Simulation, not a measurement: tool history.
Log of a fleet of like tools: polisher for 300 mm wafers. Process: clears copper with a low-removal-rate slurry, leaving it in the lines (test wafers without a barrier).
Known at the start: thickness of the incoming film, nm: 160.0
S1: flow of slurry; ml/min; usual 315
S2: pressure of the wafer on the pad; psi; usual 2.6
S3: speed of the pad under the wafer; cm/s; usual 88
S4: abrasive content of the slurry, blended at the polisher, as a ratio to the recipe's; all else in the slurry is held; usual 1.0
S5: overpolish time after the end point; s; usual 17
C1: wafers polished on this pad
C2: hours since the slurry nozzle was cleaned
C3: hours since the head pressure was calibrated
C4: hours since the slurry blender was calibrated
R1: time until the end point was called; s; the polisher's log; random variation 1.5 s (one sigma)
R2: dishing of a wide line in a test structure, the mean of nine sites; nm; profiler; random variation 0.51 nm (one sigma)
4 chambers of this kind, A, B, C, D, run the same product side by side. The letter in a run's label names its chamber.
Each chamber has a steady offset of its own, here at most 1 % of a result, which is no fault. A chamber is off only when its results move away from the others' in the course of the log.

-- hour=1.0 chamber D: worn pad replaced by a new one
-- hour=1.5 chamber D: slurry blender recalibrated
run 1B hour=5.5 | S1=315 S2=2.6 S3=88 S4=1.0 S5=17 | C1=362 C2=85.3 C3=108.5 C4=278.9 | R1=84.734 R2=23.217
run 2A hour=12.4 | S1=315 S2=2.6 S3=88 S4=1.0 S5=17 | C1=787 C2=112.4 C3=1175.5 C4=233.4 | R1=84.443 R2=23.262
-- hour=13.6 chamber B: slurry blender recalibrated
run 3D hour=20.3 | S1=315 S2=2.6 S3=88 S4=1.0 S5=17 | C1=233 C2=204.9 C3=220.9 C4=18.8 | R1=83.918 R2=23.240
-- hour=25.2 chamber A: worn pad replaced by a new one
run 4C hour=25.4 | S1=315 S2=2.6 S3=88 S4=1.0 S5=17 | C1=967 C2=647.5 C3=328.4 C4=61.5 | R1=83.398 R2=23.137
-- hour=31.7 chamber C: worn pad replaced by a new one
run 5D hour=32.6 | S1=315 S2=2.6 S3=88 S4=1.0 S5=17 | C1=382 C2=217.2 C3=233.2 C4=31.1 | R1=84.650 R2=23.667
run 6A hour=41.7 | S1=315 S2=2.6 S3=88 S4=1.0 S5=17 | C1=199 C2=141.7 C3=1204.8 C4=262.7 | R1=84.319 R2=22.320
run 7C hour=49.3 | S1=315 S2=2.6 S3=88 S4=1.0 S5=17 | C1=213 C2=671.4 C3=352.3 C4=85.4 | R1=83.874 R2=23.446
-- hour=54.1 chamber B: worn pad replaced by a new one
run 8B hour=54.8 | S1=315 S2=2.6 S3=88 S4=1.0 S5=17 | C1=9 C2=134.6 C3=157.8 C4=41.2 | R1=83.942 R2=24.311
run 9D hour=64.3 | S1=315 S2=2.6 S3=88 S4=1.0 S5=17 | C1=765 C2=248.9 C3=264.9 C4=62.8 | R1=84.511 R2=22.706
run 10B hour=72.8 | S1=315 S2=2.6 S3=88 S4=1.0 S5=17 | C1=226 C2=152.6 C3=175.8 C4=59.2 | R1=82.117 R2=22.851
-- hour=73.2 chamber D: worn pad replaced by a new one
-- hour=80.1 chamber C: slurry nozzle cleaned
run 11A hour=83.0 | S1=315 S2=2.6 S3=88 S4=1.0 S5=17 | C1=698 C2=183.0 C3=1246.1 C4=304.0 | R1=86.448 R2=22.666
run 12C hour=92.3 | S1=315 S2=2.6 S3=88 S4=1.0 S5=17 | C1=733 C2=12.2 C3=395.3 C4=128.4 | R1=81.260 R2=23.163
run 13C hour=101.1 | S1=315 S2=3.0 S3=88 S4=1.0 S5=13 | C1=839 C2=21.0 C3=404.1 C4=137.2 | R1=71.760 R2=20.785
run 14B hour=107.3 | S1=315 S2=3.0 S3=88 S4=1.0 S5=13 | C1=643 C2=187.1 C3=210.3 C4=93.7 | R1=73.155 R2=21.141
run 15A hour=116.2 | S1=315 S2=3.0 S3=88 S4=1.0 S5=13 | C1=1099 C2=216.2 C3=1279.3 C4=337.2 | R1=72.777 R2=20.182
-- hour=117.7 chamber C: worn pad replaced by a new one
-- hour=121.1 chamber A: worn pad replaced by a new one
run 16D hour=122.6 | S1=315 S2=3.0 S3=88 S4=1.0 S5=13 | C1=596 C2=307.2 C3=323.2 C4=121.1 | R1=71.848 R2=21.708
-- hour=127.9 chamber B: worn pad replaced by a new one
run 17C hour=130.1 | S1=315 S2=2.6 S3=88 S4=1.0 S5=17 | C1=150 C2=50.0 C3=433.1 C4=166.2 | R1=84.536 R2=23.373
-- hour=131.6 chamber C: slurry blender recalibrated
run 18A hour=140.6 | S1=315 S2=3.3 S3=88 S4=1.3 S5=17 | C1=235 C2=240.6 C3=1303.7 C4=361.6 | R1=63.694 R2=29.206
-- hour=149.8 chamber D: worn pad replaced by a new one
run 19D hour=152.0 | S1=315 S2=3.3 S3=88 S4=1.3 S5=17 | C1=27 C2=336.6 C3=352.6 C4=150.5 | R1=62.466 R2=28.912
run 20B hour=161.6 | S1=315 S2=3.3 S3=88 S4=1.3 S5=17 | C1=407 C2=241.4 C3=264.6 C4=148.0 | R1=61.113 R2=29.602
run 21A hour=167.8 | S1=315 S2=3.3 S3=88 S4=1.3 S5=17 | C1=564 C2=267.8 C3=1330.9 C4=388.8 | R1=62.380 R2=30.172
-- hour=175.0 chamber B: slurry nozzle cleaned
run 22C hour=177.9 | S1=315 S2=3.2 S3=88 S4=0.8 S5=17 | C1=728 C2=97.8 C3=480.9 C4=46.3 | R1=71.316 R2=25.764
run 23B hour=188.5 | S1=315 S2=3.2 S3=88 S4=0.8 S5=17 | C1=732 C2=13.5 C3=291.5 C4=174.9 | R1=72.058 R2=26.784
run 24D hour=200.3 | S1=315 S2=3.2 S3=88 S4=0.8 S5=17 | C1=610 C2=384.9 C3=400.9 C4=198.8 | R1=73.720 R2=26.535
-- hour=201.7 chamber A: slurry blender recalibrated
-- hour=204.5 chamber D: slurry nozzle cleaned
run 25B hour=208.8 | S1=315 S2=3.2 S3=88 S4=0.8 S5=17 | C1=977 C2=33.8 C3=311.8 C4=195.2 | R1=71.743 R2=27.018
-- hour=213.6 chamber B: worn pad replaced by a new one
-- hour=213.8 chamber C: worn pad replaced by a new one
-- hour=215.1 chamber A: worn pad replaced by a new one
run 26C hour=217.2 | S1=315 S2=2.6 S3=88 S4=1.0 S5=17 | C1=41 C2=137.1 C3=520.2 C4=85.6 | R1=85.653 R2=23.434
-- hour=217.4 chamber A: head pressure recalibrated
run 27A hour=226.1 | S1=315 S2=2.6 S3=88 S4=1.0 S5=17 | C1=132 C2=326.1 C3=8.8 C4=24.4 | R1=86.008 R2=22.705
-- hour=230.8 chamber D: worn pad replaced by a new one
run 28D hour=232.1 | S1=315 S2=2.6 S3=88 S4=1.0 S5=17 | C1=15 C2=27.7 C3=432.7 C4=230.6 | R1=90.853 R2=21.306
run 29D hour=238.3 | S1=315 S2=2.1 S3=88 S4=1.0 S5=17 | C1=90 C2=33.9 C3=438.9 C4=236.8 | R1=113.140 R2=17.798
-- hour=240.2 chamber D: slurry blender recalibrated
run 30C hour=244.2 | S1=315 S2=2.1 S3=88 S4=1.0 S5=17 | C1=367 C2=164.1 C3=547.2 C4=112.6 | R1=106.930 R2=19.193
-- hour=247.6 chamber B: head pressure recalibrated
run 31A hour=249.6 | S1=315 S2=2.1 S3=88 S4=1.0 S5=17 | C1=416 C2=349.6 C3=32.3 C4=47.9 | R1=102.350 R2=19.443
run 32B hour=255.8 | S1=315 S2=2.1 S3=88 S4=1.0 S5=17 | C1=510 C2=80.8 C3=8.3 C4=242.2 | R1=104.680 R2=18.239
run 33C hour=267.1 | S1=315 S2=2.6 S3=88 S4=1.0 S5=17 | C1=644 C2=187.0 C3=570.1 C4=135.5 | R1=86.308 R2=22.853
-- hour=268.2 chamber B: slurry blender recalibrated
run 34D hour=278.6 | S1=315 S2=2.6 S3=88 S4=1.0 S5=17 | C1=577 C2=74.2 C3=479.2 C4=38.4 | R1=88.967 R2=21.161
run 35A hour=285.5 | S1=315 S2=2.6 S3=88 S4=1.0 S5=17 | C1=850 C2=385.5 C3=68.2 C4=83.8 | R1=81.266 R2=22.200
-- hour=286.2 chamber B: worn pad replaced by a new one
run 36B hour=293.5 | S1=315 S2=2.6 S3=88 S4=1.0 S5=17 | C1=89 C2=118.5 C3=46.0 C4=25.3 | R1=83.900 R2=23.074
run 37D hour=299.3 | S1=315 S2=2.6 S3=88 S4=1.0 S5=17 | C1=827 C2=94.9 C3=499.9 C4=59.1 | R1=90.796 R2=21.642
-- hour=301.9 chamber C: worn pad replaced by a new one
run 38A hour=310.4 | S1=315 S2=2.6 S3=88 S4=1.0 S5=17 | C1=1151 C2=410.4 C3=93.1 C4=108.7 | R1=81.916 R2=23.208
-- hour=313.4 chamber D: worn pad replaced by a new one
run 39C hour=317.7 | S1=315 S2=2.6 S3=88 S4=1.0 S5=17 | C1=191 C2=237.6 C3=620.7 C4=186.1 | R1=83.980 R2=23.489
-- hour=324.3 chamber C: slurry blender recalibrated
run 40B hour=326.8 | S1=315 S2=2.6 S3=88 S4=1.0 S5=17 | C1=491 C2=151.8 C3=79.3 C4=58.6 | R1=84.312 R2=23.797
run 41B hour=333.8 | S1=315 S2=2.6 S3=88 S4=1.0 S5=17 | C1=576 C2=158.8 C3=86.3 C4=65.6 | R1=82.736 R2=22.770
run 42D hour=341.6 | S1=315 S2=2.6 S3=88 S4=1.0 S5=17 | C1=341 C2=137.2 C3=542.2 C4=101.4 | R1=95.574 R2=21.689
run 43C hour=353.4 | S1=315 S2=2.6 S3=88 S4=1.0 S5=17 | C1=622 C2=273.3 C3=656.4 C4=29.1 | R1=83.670 R2=22.989

Is one chamber off against the others, does the gauge drift, or is nothing wrong? If a chamber is off, say which, and what the likeliest cause is.

Chamber D drifts away from the others.
Cause: head's pressure below its setpoint, % = 9.7.

Here are 4 candidates for chamber D's next run, each the usual settings with a change, their results left as question marks. Which one brings its results back in line with what the others give on the usual settings?
In line means no further than this from the other chambers' mean on the usual settings: R1 5.200 s; R2 1.800 nm
run 44D-1 hour=361.9 | S1=320 S2=2.9 S3=96 S4=1.0 S5=17 | R1=? R2=?
run 44D-2 hour=361.9 | S1=315 S2=2.5 S3=84 S4=1.0 S5=17 | R1=? R2=?
run 44D-3 hour=361.9 | S1=315 S2=2.7 S3=92 S4=1.0 S5=17 | R1=? R2=?
run 44D-4 hour=361.9 | S1=310 S2=2.3 S3=80 S4=1.0 S5=17 | R1=? R2=?

The other chambers' mean on the usual settings: R1 84.676 s; R2 22.907 nm
run=44D-1 R1=76.639 R2=24.938
run=44D-2 R1=101.960 R2=19.249
run=44D-3 R1=86.069 R2=22.454
run=44D-4 R1=116.630 R2=16.996
44D-3 brings the chamber back in line.

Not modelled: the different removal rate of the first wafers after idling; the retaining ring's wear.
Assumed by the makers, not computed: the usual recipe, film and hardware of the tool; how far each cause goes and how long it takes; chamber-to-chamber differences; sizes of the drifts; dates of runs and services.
